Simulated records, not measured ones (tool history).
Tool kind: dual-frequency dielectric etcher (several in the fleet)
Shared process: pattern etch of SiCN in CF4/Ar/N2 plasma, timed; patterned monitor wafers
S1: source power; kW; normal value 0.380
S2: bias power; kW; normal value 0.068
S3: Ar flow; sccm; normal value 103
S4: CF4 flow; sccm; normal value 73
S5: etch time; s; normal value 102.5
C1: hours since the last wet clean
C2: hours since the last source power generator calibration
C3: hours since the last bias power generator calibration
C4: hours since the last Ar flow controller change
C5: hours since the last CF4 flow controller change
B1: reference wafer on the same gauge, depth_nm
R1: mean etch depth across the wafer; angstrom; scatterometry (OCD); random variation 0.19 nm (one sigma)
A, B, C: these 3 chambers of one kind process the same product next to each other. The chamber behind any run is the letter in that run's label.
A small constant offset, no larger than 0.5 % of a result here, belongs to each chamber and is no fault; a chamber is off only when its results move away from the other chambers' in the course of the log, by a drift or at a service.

run,hour,S1,S2,S3,S4,S5,C1,C2,C3,C4,C5,B1,R1
1A,10.5,0.380,0.068,103,73,102.5,140.4,3528.2,1527.9,3032.2,1308.3,68.765,744.59
2B,20.7,0.380,0.068,103,73,102.5,261.9,200.2,473.6,539.1,4203.3,68.769,742.56
3C,30.7,0.380,0.068,103,73,102.5,389.3,5072.4,607.3,1242.2,1206.4,68.815,741.36
4B,35.7,0.380,0.068,103,73,102.5,276.9,215.2,488.6,554.1,4218.3,68.816,744.75
5C,43.0,0.380,0.068,103,73,102.5,401.6,5084.7,619.6,1254.5,1218.7,68.827,745.97
6A,53.0,0.380,0.068,103,73,102.5,182.9,3570.7,1570.4,3074.7,1350.8,68.822,745.44
7B,61.8,0.380,0.076,103,90,102.5,303.0,241.3,514.7,580.2,4244.4,68.807,798.40
8C,69.6,0.380,0.076,103,90,102.5,428.2,5111.3,646.2,1281.1,1245.3,68.776,797.47
9A,76.8,0.380,0.076,103,90,102.5,206.7,3594.5,1594.2,3098.5,1374.6,68.809,796.60
# hour 82.6: chamber C: wet clean of the chamber
10B,87.3,0.380,0.068,103,73,102.5,328.5,266.8,540.2,605.7,4269.9,68.800,746.33
11A,94.0,0.380,0.075,103,73,102.5,223.9,3611.7,1611.4,3115.7,1391.8,68.784,771.48
12C,99.0,0.380,0.075,103,73,102.5,16.4,5140.7,675.6,1310.5,1274.7,68.777,772.46
13A,105.0,0.380,0.075,103,73,102.5,234.9,3622.7,1622.4,3126.7,1402.8,68.820,770.00
14B,111.0,0.380,0.068,103,73,102.5,352.2,290.5,563.9,629.4,4293.6,68.809,745.49
15C,116.7,0.380,0.068,103,73,102.5,34.1,5158.4,693.3,1328.2,1292.4,68.779,744.11
16C,125.0,0.450,0.068,103,80,102.5,42.4,5166.7,701.6,1336.5,1300.7,68.830,876.83
17A,134.8,0.450,0.068,103,80,102.5,264.7,3652.5,1652.2,3156.5,1432.6,68.858,871.81
18B,143.8,0.450,0.068,103,80,102.5,385.0,323.3,596.7,662.2,4326.4,68.808,875.61
19B,150.7,0.380,0.068,103,73,102.5,391.9,330.2,603.6,669.1,4333.3,68.779,744.53
20A,160.8,0.380,0.068,103,73,102.5,290.7,3678.5,1678.2,3182.5,1458.6,68.796,745.28
21C,166.6,0.380,0.068,103,73,102.5,84.0,5208.3,743.2,1378.1,1342.3,68.854,745.71
# hour 170.6: chamber C: source power generator calibrated
22B,175.3,0.380,0.068,103,73,102.5,416.5,354.8,628.2,693.7,4357.9,68.818,747.23
23C,184.6,0.380,0.068,103,73,102.5,102.0,14.0,761.2,1396.1,1360.3,68.808,723.95
24A,191.4,0.380,0.068,103,66,77.0,321.3,3709.1,1708.8,3213.1,1489.2,68.781,548.46
# hour 191.9: chamber B: wet clean of the chamber
25A,197.5,0.380,0.068,103,66,77.0,327.4,3715.2,1714.9,3219.2,1495.3,68.796,550.17
# hour 203.6: chamber A: source power generator calibrated
26C,206.8,0.380,0.068,103,66,77.0,124.2,36.2,783.4,1418.3,1382.5,68.783,535.17
27B,213.8,0.380,0.068,103,73,102.5,21.9,393.3,666.7,732.2,4396.4,68.799,742.11
28B,223.7,0.320,0.052,103,73,102.5,31.8,403.2,676.6,742.1,4406.3,68.791,586.33
29C,230.6,0.320,0.052,103,73,102.5,148.0,60.0,807.2,1442.1,1406.3,68.822,568.06
30A,236.4,0.320,0.052,103,73,102.5,366.3,32.8,1753.8,3258.1,1534.2,68.789,584.02
31C,243.5,0.380,0.068,103,73,102.5,160.9,72.9,820.1,1455.0,1419.2,68.808,724.74
32A,253.4,0.380,0.068,103,73,102.5,383.3,49.8,1770.8,3275.1,1551.2,68.808,748.13
33B,263.9,0.380,0.068,103,73,102.5,72.0,443.4,716.8,782.3,4446.5,68.802,748.84
34B,272.6,0.320,0.068,103,73,102.5,80.7,452.1,725.5,791.0,4455.2,68.836,642.51

Each of the 3 chambers runs these same settings next. Fill in every chamber's results:
35A,280.3,0.380,0.068,123,73,102.5,,,,,,,?
35B,280.3,0.380,0.068,123,73,102.5,,,,,,,?
35C,280.3,0.380,0.068,123,73,102.5,,,,,,,?

run,R1
35A,724.63
35B,724.20
35C,704.84

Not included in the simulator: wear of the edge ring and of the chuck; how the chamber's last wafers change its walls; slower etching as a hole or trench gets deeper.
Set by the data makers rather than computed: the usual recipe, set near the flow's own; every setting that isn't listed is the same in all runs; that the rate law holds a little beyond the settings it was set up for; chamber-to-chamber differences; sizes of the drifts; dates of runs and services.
